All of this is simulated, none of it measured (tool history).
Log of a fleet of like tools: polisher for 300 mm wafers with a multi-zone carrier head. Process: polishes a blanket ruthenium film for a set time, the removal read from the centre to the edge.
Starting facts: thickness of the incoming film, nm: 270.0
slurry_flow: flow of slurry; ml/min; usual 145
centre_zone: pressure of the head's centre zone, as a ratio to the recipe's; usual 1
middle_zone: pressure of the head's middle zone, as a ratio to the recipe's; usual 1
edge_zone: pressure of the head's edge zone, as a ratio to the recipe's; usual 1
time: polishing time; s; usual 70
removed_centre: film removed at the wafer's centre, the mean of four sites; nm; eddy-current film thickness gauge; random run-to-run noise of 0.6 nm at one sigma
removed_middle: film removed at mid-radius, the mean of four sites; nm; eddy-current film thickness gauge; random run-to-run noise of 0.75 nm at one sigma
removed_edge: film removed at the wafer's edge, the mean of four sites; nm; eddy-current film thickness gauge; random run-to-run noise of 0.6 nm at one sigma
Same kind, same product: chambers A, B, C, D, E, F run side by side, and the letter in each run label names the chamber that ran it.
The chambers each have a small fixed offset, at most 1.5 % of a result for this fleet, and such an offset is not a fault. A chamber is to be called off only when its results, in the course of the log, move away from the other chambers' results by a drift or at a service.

run   hour  slurry_flow  centre_zone  middle_zone  edge_zone  time  wafers polished on this pad  hours since the slurry nozzle was cleaned  hours since the centre zone pressure was calibrated  hours since the edge zone pressure was calibrated  removed_centre  removed_middle  removed_edge
       0.9  -- chamber C: worn pad replaced by a new one
 1F    6.8          145            1            1          1    70                          433                                      298.5                                                215.1                                              361.3          59.558          60.713        59.998
 2D   10.8          145            1            1          1    70                          845                                       23.2                                                225.4                                             1361.8           60.51          60.356         59.99
      11.3  -- chamber E: worn pad replaced by a new one
 3A     15          145            1            1          1    70                          318                                      226.1                                                298.5                                              593.9          59.005          60.082        60.289
 4E   20.5          145            1            1          1    70                          110                                      211.9                                                 27.4                                              284.7          58.754          58.387         58.75
 5C   24.4          145            1            1       1.12    70                          279                                      444.7                                                  172                                              201.7          60.872          60.126         63.33
 6B   31.9          145            1            1       1.12    70                          422                                      122.3                                                207.6                                              300.4          60.037           59.84        63.624
      34.6  -- chamber C: slurry nozzle cleaned
 7E   37.9          145            1            1       1.12    70                          317                                      229.3                                                 44.8                                              302.1          59.637           58.47        63.222
      39.9  -- chamber A: worn pad replaced by a new one
 8B   44.8          145            1            1       1.12    70                          576                                      135.2                                                220.5                                              313.3          59.751          59.302        63.287
      48.7  -- chamber C: worn pad replaced by a new one
      49.2  -- chamber D: worn pad replaced by a new one
 9F     51          145            1            1       1.12    70                          958                                      342.7                                                259.3                                              405.5          58.411          59.783        63.195
      54.9  -- chamber E: worn pad replaced by a new one
10C   58.4          145            1            1       1.12    70                          115                                       23.8                                                  206                                              235.7          60.697          60.807        63.319
11D   64.7          145            1            1          1    70                          185                                       77.1                                                279.3                                             1415.7          60.074          59.044        60.012
      65.8  -- chamber D: edge zone pressure recalibrated
      66.8  -- chamber B: worn pad replaced by a new one
12A   72.5          145            1            1          1    70                          387                                      283.6                                                  356                                              651.4          60.281          60.487        60.356
13E   78.1          145            1            1       0.92    49                          276                                      269.5                                                   85                                              342.3          41.951          41.567        38.832
14F   83.7          145            1            1       0.92    49                         1347                                      375.4                                                  292                                              438.2          40.623          41.023        39.294
      89.5  -- chamber A: worn pad replaced by a new one
15B   91.4          145            1            1       0.92    49                          293                                      181.8                                                267.1                                              359.9            41.6            41.2        39.266
      93.1  -- chamber C: worn pad replaced by a new one
16D   96.3          145            1            1       0.92    49                          561                                      108.7                                                310.9                                               30.5          42.349          42.236         40.11
17A  102.5          145            1            1       0.92    49                          155                                      313.6                                                  386                                              681.4          41.467          42.527        40.732
     107.1  -- chamber E: worn pad replaced by a new one
18C  110.1          145            1            1       0.92    49                          203                                       75.5                                                257.7                                              287.4          42.525          41.006        40.441
19F  114.9          145            1         1.05          1    70                         1718                                      406.6                                                323.2                                              469.4           57.36          59.492        57.339
       117  -- chamber A: centre zone pressure recalibrated
20D  122.5          145            1         1.05          1    70                          872                                      134.9                                                337.1                                               56.7           60.83          62.827        60.729
     123.8  -- chamber A: edge zone pressure recalibrated
21B  129.6          145            1         1.05          1    70                          747                                        220                                                305.3                                              398.1          59.911          61.793        60.435
     134.8  -- chamber B: worn pad replaced by a new one
22A    135          145            1         1.05          1    70                          541                                      346.1                                                 18.1                                               11.3            58.8          65.217        60.251
     140.5  -- chamber A: worn pad replaced by a new one
     140.9  -- chamber C: worn pad replaced by a new one
23E    141          145            1         1.05          1    70                          403                                      332.4                                                147.9                                              405.2          59.444          62.262        60.426
     145.7  -- chamber D: worn pad replaced by a new one
24C  146.5          145            1         1.05          1    70                           67                                      111.9                                                294.1                                              323.8          59.432          60.113        58.498
25F  154.3          145            1            1          1    70                         2186                                        446                                                362.6                                              508.8          56.734          56.749        56.871
     156.8  -- chamber E: worn pad replaced by a new one
26B  162.8          145            1            1          1    92                          333                                      253.2                                                338.5                                              431.3          78.511          78.209        78.876
27D  170.6          145            1            1          1    92                          296                                        183                                                385.2                                              104.8          79.363          78.048        78.617
28E  178.2          145            1            1          1    92                          255                                      369.6                                                185.1                                              442.4          76.759          76.569        78.073
     182.2  -- chamber A: worn pad replaced by a new one
29A  182.2          145            1            1          1    92                            0                                      393.3                                                 65.3                                               58.5          79.291          79.462        78.316
30C  186.8          145            1            1          1    92                          546                                      152.2                                                334.4                                              364.1          78.054          77.791        78.499
     187.9  -- chamber C: worn pad replaced by a new one
31A  190.8          145            1            1          1    92                          103                                      401.9                                                 73.9                                               67.1           78.26          79.286        78.502
32C  195.5          185            1            1          1    70                           91                                      160.9                                                343.1                                              372.8            63.5          61.037        61.485
33B  202.9          185            1            1          1    70                          809                                      293.3                                                378.6                                              471.4          61.101          62.025        61.211
34E  209.1          185            1            1          1    70                          622                                      400.5                                                  216                                              473.3          61.313          61.691        60.736
     209.8  -- chamber E: worn pad replaced by a new one
35D  213.3          185            1            1          1    70                          804                                      225.7                                                427.9                                              147.5          62.772          62.355        61.593
36F    218          185            1            1          1    70                         2944                                      509.7                                                426.3                                              572.5          57.142          57.946        57.451
37E  225.4          185            1            1          1    70                          186                                      416.8                                                232.3                                              489.6          61.558          59.758        60.259
38F  231.7          145            1            1          1    70                         3107                                      523.4                                                  440                                              586.2          54.685           54.27        55.058

All chambers now run identical settings, listed one chamber a line with results as question marks. What results will each chamber show?
39A   238          145            1            1          1    70                                                                                                                                                                                               ?               ?             ?
39B   238          145            1            1          1    70                                                                                                                                                                                               ?               ?             ?
39C   238          145            1            1          1    70                                                                                                                                                                                               ?               ?             ?
39D   238          145            1            1          1    70                                                                                                                                                                                               ?               ?             ?
39E   238          145            1            1          1    70                                                                                                                                                                                               ?               ?             ?
39F   238          145            1            1          1    70                                                                                                                                                                                               ?               ?             ?

run  removed_centre  removed_middle  removed_edge
39A          58.974          60.456        59.542
39B          58.985          59.533        59.265
39C          60.383          60.477         59.97
39D          59.973           59.47         60.56
39E          60.053          59.407        60.191
39F          54.887          55.294        53.675

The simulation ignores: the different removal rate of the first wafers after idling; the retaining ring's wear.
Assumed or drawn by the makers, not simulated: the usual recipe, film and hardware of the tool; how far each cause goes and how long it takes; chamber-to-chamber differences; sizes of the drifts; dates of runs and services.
